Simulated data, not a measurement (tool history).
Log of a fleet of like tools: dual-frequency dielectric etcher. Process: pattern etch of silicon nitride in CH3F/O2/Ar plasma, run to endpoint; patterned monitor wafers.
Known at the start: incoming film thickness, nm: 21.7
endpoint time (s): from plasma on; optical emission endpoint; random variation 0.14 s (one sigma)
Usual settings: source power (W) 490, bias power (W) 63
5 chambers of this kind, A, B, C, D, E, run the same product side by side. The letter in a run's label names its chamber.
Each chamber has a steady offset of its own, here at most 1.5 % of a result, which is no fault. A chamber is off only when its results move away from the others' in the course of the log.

run   hour  source power (W)  bias power (W)  hours since the last wet clean  hours since the last source power generator calibration  hours since the last bias power generator calibration  endpoint time (s)
 1B    5.4               490              63                           324.2                                                    189.2                                                 1151.0             29.976
 2E   12.6               490              63                           253.5                                                   1429.2                                                 1315.9             30.067
 3A   22.7               490              63                           198.8                                                   2490.1                                                  821.2             30.152
 4C   28.1               490              63                           161.4                                                     89.7                                                  146.2             30.104
 5D   34.5               490              63                           136.4                                                    296.5                                                 4246.1             30.158
 6B   44.2               490              63                           363.0                                                    228.0                                                 1189.8             30.191
 7A   54.8               490              63                           230.9                                                   2522.2                                                  853.3             30.350
 8D   62.5               490              63                           164.4                                                    324.5                                                 4274.1             30.108
 9E   68.8               490              63                           309.7                                                   1485.4                                                 1372.1             30.761
10C   74.4               490              63                           207.7                                                    136.0                                                  192.5             30.239
11D   81.0               490              56                           182.9                                                    343.0                                                 4292.6             31.456
12C   89.6               490              56                           222.9                                                    151.2                                                  207.7             31.337
13A   97.8               490              56                           273.9                                                   2565.2                                                  896.3             30.937
14E  103.5               490              56                           344.4                                                   1520.1                                                 1406.8             32.063
     106.7  -- chamber B: wet clean of the chamber
15B  113.9               490              56                             7.3                                                    297.7                                                 1259.5             31.291
16E  123.8               390              73                           364.7                                                   1540.4                                                 1427.1             31.933
17A  129.3               390              73                           305.4                                                   2596.7                                                  927.8             31.233
18B  139.7               390              73                            33.1                                                    323.5                                                 1285.3             31.251
19D  145.0               390              73                           246.9                                                    407.0                                                 4356.6             31.565
20C  153.3               390              73                           286.6                                                    214.9                                                  271.4             30.976
21E  163.8               490              68                           404.7                                                   1580.4                                                 1467.1             30.090
22C  170.7               490              68                           304.0                                                    232.3                                                  288.8             29.502
     171.0  -- chamber D: bias power generator calibrated
23A  180.6               490              68                           356.7                                                   2648.0                                                  979.1             29.735
24B  186.4               490              68                            79.8                                                    370.2                                                 1332.0             29.328
25D  197.2               490              68                           299.1                                                    459.2                                                   26.3             29.519
26A  202.0               490              63                           378.1                                                   2669.4                                                 1000.5             30.160
27B  207.6               490              63                           101.0                                                    391.4                                                 1353.2             30.012
28D  217.0               490              63                           318.9                                                    479.0                                                   46.1             30.380
29E  223.8               490              63                           464.7                                                   1640.4                                                 1527.1             31.373
30C  231.7               490              63                           365.0                                                    293.3                                                  349.8             30.175
31B  241.2               490              63                           134.6                                                    425.0                                                 1386.8             29.749
32E  245.9               490              63                           486.8                                                   1662.5                                                 1549.2             31.614
     250.3  -- chamber A: wet clean of the chamber
33C  255.8               560              58                           389.1                                                    317.4                                                  373.9             29.533
34D  261.6               560              58                           363.5                                                    523.6                                                   90.7             29.336
35A  271.9               560              58                            21.6                                                   2739.3                                                 1070.4             29.493
36A  281.8               560              58                            31.5                                                   2749.2                                                 1080.3             29.515
37D  292.0               560              58                           393.9                                                    554.0                                                  121.1             29.468
38C  300.0               490              63                           433.3                                                    361.6                                                  418.1             30.285
39E  308.5               490              63                           549.4                                                   1725.1                                                 1611.8             32.001

Is one chamber off against the others, does the gauge drift, or is nothing wrong? If a chamber is off, say which, and what the likeliest cause is.

Chamber E drifts away from the others.
Cause: etch rate under this chamber's usual, % = 4.6.

Here are 4 candidates for chamber E's next run, each the usual settings with a change, their results left as question marks. Which one brings its results back in line with what the others give on the usual settings?
In line means no further than this from the other chambers' mean on the usual settings: endpoint time (s) 0.500
40E-1  316.3               450              58                                                                                                                                                                  ?
40E-2  316.3               510              65                                                                                                                                                                  ?
40E-3  316.3               460              63                                                                                                                                                                  ?
40E-4  316.3               530              68                                                                                                                                                                  ?

The other chambers' mean on the usual settings: endpoint time (s) 30.177
  run  endpoint time (s)
40E-1             33.720
40E-2             30.981
40E-3             32.550
40E-4             30.080
40E-4 brings the chamber back in line.
